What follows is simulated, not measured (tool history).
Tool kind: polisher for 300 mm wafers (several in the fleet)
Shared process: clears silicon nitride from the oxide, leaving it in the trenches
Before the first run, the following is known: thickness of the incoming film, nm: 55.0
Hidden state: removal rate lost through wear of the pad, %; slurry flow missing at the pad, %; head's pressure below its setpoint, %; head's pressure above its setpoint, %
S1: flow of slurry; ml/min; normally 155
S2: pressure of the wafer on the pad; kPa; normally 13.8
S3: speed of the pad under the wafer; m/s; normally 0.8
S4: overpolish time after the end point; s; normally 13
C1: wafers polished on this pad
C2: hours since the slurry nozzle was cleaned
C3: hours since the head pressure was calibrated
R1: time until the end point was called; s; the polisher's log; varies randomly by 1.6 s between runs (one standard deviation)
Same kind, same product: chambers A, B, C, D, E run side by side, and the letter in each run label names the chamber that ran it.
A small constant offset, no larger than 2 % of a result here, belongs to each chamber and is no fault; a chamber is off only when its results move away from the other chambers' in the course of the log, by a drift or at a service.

run   hour   S1    S2    S3  S4    C1     C2     C3      R1
 1E      6  155  13.8   0.8  13   471  616.7  344.1  117.21
       8.6  -- chamber C: worn pad replaced by a new one
       9.6  -- chamber D: worn pad replaced by a new one
       9.8  -- chamber E: head pressure recalibrated
       9.9  -- chamber A: head pressure recalibrated
      10.2  -- chamber A: worn pad replaced by a new one
 2D   12.8  155  13.8   0.8  13    17  524.6  643.9  112.69
 3C   20.8  155  13.8   0.8  13    66  187.4  162.4  115.14
      25.2  -- chamber D: slurry nozzle cleaned
 4B   28.2  155  13.8   0.8  13   864  363.9   71.7  115.13
 5A   31.8  155  13.8   0.8  13   116  438.6   21.9  115.45
        35  -- chamber E: slurry nozzle cleaned
 6A   38.9  195    11   0.8  13   155  445.7     29  136.08
 7B   42.5  195    11   0.8  13   941  378.2     86  138.75
 8C   46.7  195    11   0.8  13   206  213.3  188.3  134.95
 9D   54.7  195    11   0.8  13   244   29.5  685.8  133.86
      57.4  -- chamber B: worn pad replaced by a new one
10E   58.5  195    11   0.8  13   755   23.5   48.7  139.88
11C   64.2  155  13.8   0.8  13   301  230.8  205.8  114.36
12E   69.3  175  13.8  0.96  13   813   34.3   59.5  98.218
13A   75.3  175  13.8  0.96  13   352  482.1   65.4  93.734
14D   79.6  175  13.8  0.96  13   379   54.4  710.7  91.568
15B   85.6  175  13.8  0.96  13   153  421.3  129.1  94.182
16D   89.4  175  13.8  0.96  13   432   64.2  720.5  92.333
17C   96.4  115  13.8     1  13   475    263    238  95.984
18A  102.6  115  13.8     1  13   500  509.4   92.7  96.979
19B  109.8  115  13.8     1  13   284  445.5  153.3  98.763
20E  114.9  115  13.8     1  13  1060   79.9  105.1  101.64
21C    122  115  13.8     1  13   613  288.6  263.6  98.689
22D  128.9  155  13.8   0.8  13   646  103.7    760  112.72
     130.5  -- chamber C: worn pad replaced by a new one
23A  134.7  155  13.8   0.8  13   673  541.5  124.8  113.14
24B  142.3  155  13.8  0.92   8   460    478  185.8  100.67
25E  146.9  155  13.8  0.92   8  1233  111.9  137.1   106.4
26E  150.6  155  13.8  0.92   8  1253  115.6  140.8  107.13
     155.8  -- chamber B: slurry nozzle cleaned
27B  157.4  155  13.8  0.92   8   541    1.7  200.9  100.31
28C  161.4  155  13.8  0.92   8   167    328    303  98.661
29A  168.6  155  13.8   0.8  13   857  575.4  158.7  114.44
30D    173  155  13.8  0.56  13   885  147.8  804.1  163.02
31D  178.6  155  13.8  0.56  13   915  153.4  809.7  157.26
32C  183.6  155  13.8  0.56  13   287  350.2  325.2  165.06
33B  188.5  155  13.8  0.56  13   710   32.8    232  165.87
34E    193  155  13.8  0.56  13  1483    158  183.2  179.33
35A  199.5  135  13.8   0.8  18  1024  606.3  189.6  116.85
36D  203.1  135  13.8   0.8  18  1047  177.9  834.2  114.09
37C  207.5  135  13.8   0.8  18   416  374.1  349.1  116.23
     208.6  -- chamber D: worn pad replaced by a new one
       210  -- chamber A: slurry nozzle cleaned
38A    213  135  13.8   0.8  18  1097      3  203.1  116.24
39B  220.8  135  13.8   0.8  18   885   65.1  264.3  117.65
40E  227.4  155  13.8   0.8  13  1669  192.4  217.6  129.75
     231.9  -- chamber B: worn pad replaced by a new one
41D    235  155  13.8   0.8  13   143  209.8  866.1  113.37
42B  242.1  155  13.8   0.8  13    55   86.4  285.6  114.84

Does one chamber stand apart from the rest, does the shared gauge drift, or is all well apart from small per-chamber offsets? Give the chamber and the most likely cause, where there is one.

Chamber E drifts away from the others.
Cause: removal rate lost through wear of the pad, % = 12.3.
It could be hard to tell apart here from: head's pressure below its setpoint, %.

Here are 4 candidates for chamber E's next run, each the usual settings with a change, their results left as question marks. Which one brings its results back in line with what the others give on the usual settings?
In line here means within this much of the mean the other chambers give on the usual settings: R1 5.8 s
43E-1   248  155  13.1  0.74  13               ?
43E-2   248  155  13.8  0.76  13               ?
43E-3   248  155  13.8  0.92  13               ?
43E-4   248  155  14.5   0.8  13               ?

Other chambers, usual settings, mean: R1 114.4 s
  run      R1
43E-1  148.05
43E-2  136.95
43E-3  113.31
43E-4  123.94
43E-3 brings the chamber back in line.
